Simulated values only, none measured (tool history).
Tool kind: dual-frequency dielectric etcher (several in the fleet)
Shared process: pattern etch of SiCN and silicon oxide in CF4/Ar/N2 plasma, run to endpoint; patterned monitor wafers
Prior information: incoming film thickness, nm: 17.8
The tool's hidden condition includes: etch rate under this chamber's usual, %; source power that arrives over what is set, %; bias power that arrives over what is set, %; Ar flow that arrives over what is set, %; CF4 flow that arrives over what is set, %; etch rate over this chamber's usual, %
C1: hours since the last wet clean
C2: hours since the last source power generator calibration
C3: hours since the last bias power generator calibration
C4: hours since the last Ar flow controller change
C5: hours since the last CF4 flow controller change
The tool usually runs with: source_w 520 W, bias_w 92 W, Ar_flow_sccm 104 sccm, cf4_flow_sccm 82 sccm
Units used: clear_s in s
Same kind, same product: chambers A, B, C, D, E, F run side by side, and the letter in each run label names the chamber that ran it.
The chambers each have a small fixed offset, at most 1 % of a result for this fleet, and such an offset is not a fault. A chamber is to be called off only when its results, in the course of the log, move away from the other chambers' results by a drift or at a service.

run 1D hour=14.3 | source_w=520 bias_w=92 Ar_flow_sccm=104 cf4_flow_sccm=82 | C1=254.0 C2=159.0 C3=655.9 C4=1276.9 C5=2292.7 | clear_s=16.355
run 2B hour=28.3 | source_w=520 bias_w=92 Ar_flow_sccm=104 cf4_flow_sccm=82 | C1=150.3 C2=3197.3 C3=1343.7 C4=1782.5 C5=891.5 | clear_s=16.383
run 3C hour=36.3 | source_w=520 bias_w=92 Ar_flow_sccm=104 cf4_flow_sccm=82 | C1=396.9 C2=1964.2 C3=1371.3 C4=4309.7 C5=4138.3 | clear_s=16.436
run 4A hour=46.2 | source_w=520 bias_w=92 Ar_flow_sccm=104 cf4_flow_sccm=82 | C1=191.8 C2=2267.8 C3=636.3 C4=2516.5 C5=3147.1 | clear_s=16.571
run 5E hour=61.4 | source_w=520 bias_w=92 Ar_flow_sccm=104 cf4_flow_sccm=82 | C1=208.3 C2=531.8 C3=3593.5 C4=2896.0 C5=3476.3 | clear_s=16.303
run 6F hour=68.3 | source_w=520 bias_w=92 Ar_flow_sccm=104 cf4_flow_sccm=82 | C1=448.3 C2=3654.5 C3=1645.6 C4=1716.6 C5=404.0 | clear_s=16.661
-- hour=71.9 chamber F: wet clean of the chamber
run 7C hour=77.7 | source_w=520 bias_w=92 Ar_flow_sccm=104 cf4_flow_sccm=82 | C1=438.3 C2=2005.6 C3=1412.7 C4=4351.1 C5=4179.7 | clear_s=16.355
run 8F hour=90.1 | source_w=520 bias_w=92 Ar_flow_sccm=104 cf4_flow_sccm=82 | C1=18.2 C2=3676.3 C3=1667.4 C4=1738.4 C5=425.8 | clear_s=16.670
run 9A hour=96.9 | source_w=520 bias_w=92 Ar_flow_sccm=104 cf4_flow_sccm=82 | C1=242.5 C2=2318.5 C3=687.0 C4=2567.2 C5=3197.8 | clear_s=16.536
run 10E hour=109.0 | source_w=520 bias_w=92 Ar_flow_sccm=104 cf4_flow_sccm=82 | C1=255.9 C2=579.4 C3=3641.1 C4=2943.6 C5=3523.9 | clear_s=16.434
run 11B hour=119.1 | source_w=520 bias_w=92 Ar_flow_sccm=104 cf4_flow_sccm=82 | C1=241.1 C2=3288.1 C3=1434.5 C4=1873.3 C5=982.3 | clear_s=16.374
run 12D hour=127.0 | source_w=520 bias_w=92 Ar_flow_sccm=104 cf4_flow_sccm=82 | C1=366.7 C2=271.7 C3=768.6 C4=1389.6 C5=2405.4 | clear_s=16.302
run 13B hour=134.5 | source_w=520 bias_w=81 Ar_flow_sccm=104 cf4_flow_sccm=82 | C1=256.5 C2=3303.5 C3=1449.9 C4=1888.7 C5=997.7 | clear_s=17.032
run 14E hour=142.4 | source_w=520 bias_w=81 Ar_flow_sccm=104 cf4_flow_sccm=82 | C1=289.3 C2=612.8 C3=3674.5 C4=2977.0 C5=3557.3 | clear_s=17.227
run 15F hour=151.8 | source_w=520 bias_w=81 Ar_flow_sccm=104 cf4_flow_sccm=82 | C1=79.9 C2=3738.0 C3=1729.1 C4=1800.1 C5=487.5 | clear_s=17.419
-- hour=154.6 chamber C: wet clean of the chamber
run 16D hour=162.8 | source_w=520 bias_w=81 Ar_flow_sccm=104 cf4_flow_sccm=82 | C1=402.5 C2=307.5 C3=804.4 C4=1425.4 C5=2441.2 | clear_s=17.090
run 17A hour=170.0 | source_w=520 bias_w=81 Ar_flow_sccm=104 cf4_flow_sccm=82 | C1=315.6 C2=2391.6 C3=760.1 C4=2640.3 C5=3270.9 | clear_s=17.200
-- hour=177.8 chamber F: Ar flow controller replaced
run 18C hour=183.0 | source_w=520 bias_w=81 Ar_flow_sccm=104 cf4_flow_sccm=82 | C1=28.5 C2=2110.9 C3=1518.0 C4=4456.4 C5=4285.0 | clear_s=17.033
run 19C hour=195.7 | source_w=520 bias_w=92 Ar_flow_sccm=104 cf4_flow_sccm=82 | C1=41.2 C2=2123.6 C3=1530.7 C4=4469.1 C5=4297.7 | clear_s=16.397
run 20A hour=209.7 | source_w=520 bias_w=92 Ar_flow_sccm=104 cf4_flow_sccm=82 | C1=355.3 C2=2431.3 C3=799.8 C4=2680.0 C5=3310.6 | clear_s=16.510
run 21F hour=224.0 | source_w=520 bias_w=92 Ar_flow_sccm=104 cf4_flow_sccm=82 | C1=152.1 C2=3810.2 C3=1801.3 C4=46.2 C5=559.7 | clear_s=16.624
run 22E hour=230.8 | source_w=590 bias_w=92 Ar_flow_sccm=104 cf4_flow_sccm=68 | C1=377.7 C2=701.2 C3=3762.9 C4=3065.4 C5=3645.7 | clear_s=15.259
run 23D hour=240.0 | source_w=590 bias_w=92 Ar_flow_sccm=104 cf4_flow_sccm=68 | C1=479.7 C2=384.7 C3=881.6 C4=1502.6 C5=2518.4 | clear_s=14.984
run 24B hour=248.0 | source_w=590 bias_w=92 Ar_flow_sccm=104 cf4_flow_sccm=68 | C1=370.0 C2=3417.0 C3=1563.4 C4=2002.2 C5=1111.2 | clear_s=14.951
-- hour=249.8 chamber B: wet clean of the chamber
run 25E hour=259.9 | source_w=590 bias_w=92 Ar_flow_sccm=104 cf4_flow_sccm=68 | C1=406.8 C2=730.3 C3=3792.0 C4=3094.5 C5=3674.8 | clear_s=15.409
-- hour=261.2 chamber A: wet clean of the chamber
run 26C hour=268.4 | source_w=590 bias_w=92 Ar_flow_sccm=104 cf4_flow_sccm=68 | C1=113.9 C2=2196.3 C3=1603.4 C4=4541.8 C5=4370.4 | clear_s=15.035
run 27A hour=279.8 | source_w=590 bias_w=92 Ar_flow_sccm=104 cf4_flow_sccm=68 | C1=18.6 C2=2501.4 C3=869.9 C4=2750.1 C5=3380.7 | clear_s=15.142
run 28B hour=286.5 | source_w=430 bias_w=92 Ar_flow_sccm=112 cf4_flow_sccm=82 | C1=36.8 C2=3455.5 C3=1601.9 C4=2040.7 C5=1149.7 | clear_s=19.611
run 29D hour=298.3 | source_w=430 bias_w=92 Ar_flow_sccm=112 cf4_flow_sccm=82 | C1=538.0 C2=443.0 C3=939.9 C4=1560.9 C5=2576.7 | clear_s=19.529
run 30F hour=313.4 | source_w=430 bias_w=92 Ar_flow_sccm=112 cf4_flow_sccm=82 | C1=241.5 C2=3899.6 C3=1890.7 C4=135.6 C5=649.1 | clear_s=19.852
run 31F hour=326.6 | source_w=430 bias_w=92 Ar_flow_sccm=112 cf4_flow_sccm=82 | C1=254.7 C2=3912.8 C3=1903.9 C4=148.8 C5=662.3 | clear_s=19.849
-- hour=332.9 chamber D: wet clean of the chamber
run 32B hour=334.4 | source_w=430 bias_w=92 Ar_flow_sccm=112 cf4_flow_sccm=82 | C1=84.7 C2=3503.4 C3=1649.8 C4=2088.6 C5=1197.6 | clear_s=19.568
-- hour=337.0 chamber C: CF4 flow controller replaced
run 33C hour=347.2 | source_w=430 bias_w=92 Ar_flow_sccm=112 cf4_flow_sccm=82 | C1=192.7 C2=2275.1 C3=1682.2 C4=4620.6 C5=10.2 | clear_s=19.573
run 34D hour=357.9 | source_w=520 bias_w=92 Ar_flow_sccm=104 cf4_flow_sccm=82 | C1=25.1 C2=502.6 C3=999.5 C4=1620.5 C5=2636.3 | clear_s=16.375
run 35E hour=372.9 | source_w=520 bias_w=92 Ar_flow_sccm=104 cf4_flow_sccm=82 | C1=519.8 C2=843.3 C3=3905.0 C4=3207.5 C5=3787.8 | clear_s=16.915
run 36A hour=382.2 | source_w=520 bias_w=92 Ar_flow_sccm=104 cf4_flow_sccm=82 | C1=121.0 C2=2603.8 C3=972.3 C4=2852.5 C5=3483.1 | clear_s=16.458
run 37E hour=390.2 | source_w=520 bias_w=92 Ar_flow_sccm=104 cf4_flow_sccm=82 | C1=537.1 C2=860.6 C3=3922.3 C4=3224.8 C5=3805.1 | clear_s=16.915
run 38D hour=402.7 | source_w=520 bias_w=92 Ar_flow_sccm=104 cf4_flow_sccm=82 | C1=69.9 C2=547.4 C3=1044.3 C4=1665.3 C5=2681.1 | clear_s=16.314
run 39A hour=413.2 | source_w=520 bias_w=92 Ar_flow_sccm=104 cf4_flow_sccm=82 | C1=152.0 C2=2634.8 C3=1003.3 C4=2883.5 C5=3514.1 | clear_s=16.531
run 40B hour=420.0 | source_w=520 bias_w=92 Ar_flow_sccm=104 cf4_flow_sccm=82 | C1=170.3 C2=3589.0 C3=1735.4 C4=2174.2 C5=1283.2 | clear_s=16.391
run 41F hour=432.4 | source_w=520 bias_w=71 Ar_flow_sccm=104 cf4_flow_sccm=82 | C1=360.5 C2=4018.6 C3=2009.7 C4=254.6 C5=768.1 | clear_s=18.162
run 42C hour=443.9 | source_w=520 bias_w=71 Ar_flow_sccm=104 cf4_flow_sccm=82 | C1=289.4 C2=2371.8 C3=1778.9 C4=4717.3 C5=106.9 | clear_s=17.802
run 43B hour=453.9 | source_w=520 bias_w=71 Ar_flow_sccm=104 cf4_flow_sccm=82 | C1=204.2 C2=3622.9 C3=1769.3 C4=2208.1 C5=1317.1 | clear_s=17.915
run 44A hour=462.3 | source_w=520 bias_w=71 Ar_flow_sccm=104 cf4_flow_sccm=82 | C1=201.1 C2=2683.9 C3=1052.4 C4=2932.6 C5=3563.2 | clear_s=17.986

Predict what each chamber gives when all 6 of them run the settings below next.
run 45A hour=473.2 | source_w=520 bias_w=92 Ar_flow_sccm=104 cf4_flow_sccm=82 | clear_s=?
run 45B hour=473.2 | source_w=520 bias_w=92 Ar_flow_sccm=104 cf4_flow_sccm=82 | clear_s=?
run 45C hour=473.2 | source_w=520 bias_w=92 Ar_flow_sccm=104 cf4_flow_sccm=82 | clear_s=?
run 45D hour=473.2 | source_w=520 bias_w=92 Ar_flow_sccm=104 cf4_flow_sccm=82 | clear_s=?
run 45E hour=473.2 | source_w=520 bias_w=92 Ar_flow_sccm=104 cf4_flow_sccm=82 | clear_s=?
run 45F hour=473.2 | source_w=520 bias_w=92 Ar_flow_sccm=104 cf4_flow_sccm=82 | clear_s=?

run=45A clear_s=16.425
run=45B clear_s=16.446
run=45C clear_s=16.260
run=45D clear_s=16.340
run=45E clear_s=17.054
run=45F clear_s=16.660

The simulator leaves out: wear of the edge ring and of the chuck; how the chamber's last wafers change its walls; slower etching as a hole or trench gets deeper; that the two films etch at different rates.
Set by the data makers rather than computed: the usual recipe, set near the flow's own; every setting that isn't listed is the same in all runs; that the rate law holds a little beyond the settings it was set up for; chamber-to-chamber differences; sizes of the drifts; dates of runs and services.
